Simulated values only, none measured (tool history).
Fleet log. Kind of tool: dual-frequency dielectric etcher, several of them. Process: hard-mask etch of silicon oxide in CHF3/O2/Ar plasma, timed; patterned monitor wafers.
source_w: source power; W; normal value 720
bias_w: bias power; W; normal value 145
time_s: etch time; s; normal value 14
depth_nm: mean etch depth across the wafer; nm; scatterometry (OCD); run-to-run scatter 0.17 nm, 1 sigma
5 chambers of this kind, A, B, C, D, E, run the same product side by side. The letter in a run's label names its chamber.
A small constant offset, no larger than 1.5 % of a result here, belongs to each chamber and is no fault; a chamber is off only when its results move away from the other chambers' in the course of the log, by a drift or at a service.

run,hour,source_w,bias_w,time_s,"read-back reference wafer on the same gauge, depth_nm",depth_nm
1C,6.4,720,145,14,26.47,27.379
2E,13.3,720,145,14,26.508,27.745
3A,20.8,720,145,14,26.517,27.855
4B,26.7,720,145,14,26.533,27.371
5D,31,720,161,16,26.493,32.712
6A,36.1,720,161,16,26.494,32.432
7D,42.4,720,161,16,26.478,32.874
8E,46.7,720,161,16,26.477,33.013
9B,53.3,720,161,16,26.457,32.276
10C,59.3,720,145,14,26.509,27.688
11E,64.9,720,145,14,26.516,27.959
12D,71,720,145,14,26.469,27.769
13B,75.9,720,145,17,26.478,32.751
14A,81.2,720,145,17,26.503,33.377
15C,87.4,720,145,17,26.504,33.433
16B,94.9,720,145,17,26.491,33.011
17A,98.5,720,145,17,26.462,33.437
18E,105.9,720,145,14,26.506,27.848
# hour 108.5: chamber E: bias power generator calibrated
19C,110.8,720,145,14,26.526,27.431
20D,114.2,720,145,14,26.481,27.882
# hour 114.5: chamber E: wet clean of the chamber
21B,119.8,720,145,14,26.443,26.642
22E,125.2,720,145,14,26.512,27.869
23A,130.1,720,145,14,26.456,27.477
24C,136.3,720,177,17.5,26.478,36.841
25D,142.7,720,177,17.5,26.539,37.018
# hour 144.4: chamber C: wet clean of the chamber
26A,146.3,720,177,17.5,26.501,36.736
27E,152.3,720,177,17.5,26.497,36.661
28C,156.6,720,177,17.5,26.507,36.461
29D,160.8,720,145,14,26.514,27.985
30B,166.6,720,145,14,26.507,26.583

Which is it: a chamber that has drifted or been left off by a service, a gauge drift common to all chambers, or only each chamber's usual small offset? If a chamber is off, name it and its likeliest cause.

Chamber B drifts away from the others.
Likeliest cause: etch rate under this chamber's usual, % = 3.38.

Here are 4 candidates for chamber B's next run, each the usual settings with a change, their results left as question marks. Which one brings its results back in line with what the others give on the usual settings?
In line means no further than this from the other chambers' mean on the usual settings: depth_nm 0.58 nm
31B-1,172,710,144,13.5,,?
31B-2,172,720,144,14,,?
31B-3,172,730,146,14.5,,?
31B-4,172,720,146,14,,?

Average result of the remaining chambers running the usual settings: depth_nm 27.69 nm
run,depth_nm
31B-1,25.227
31B-2,26.303
31B-3,27.507
31B-4,26.418
It is 31B-3 that realigns the chamber with its peers.
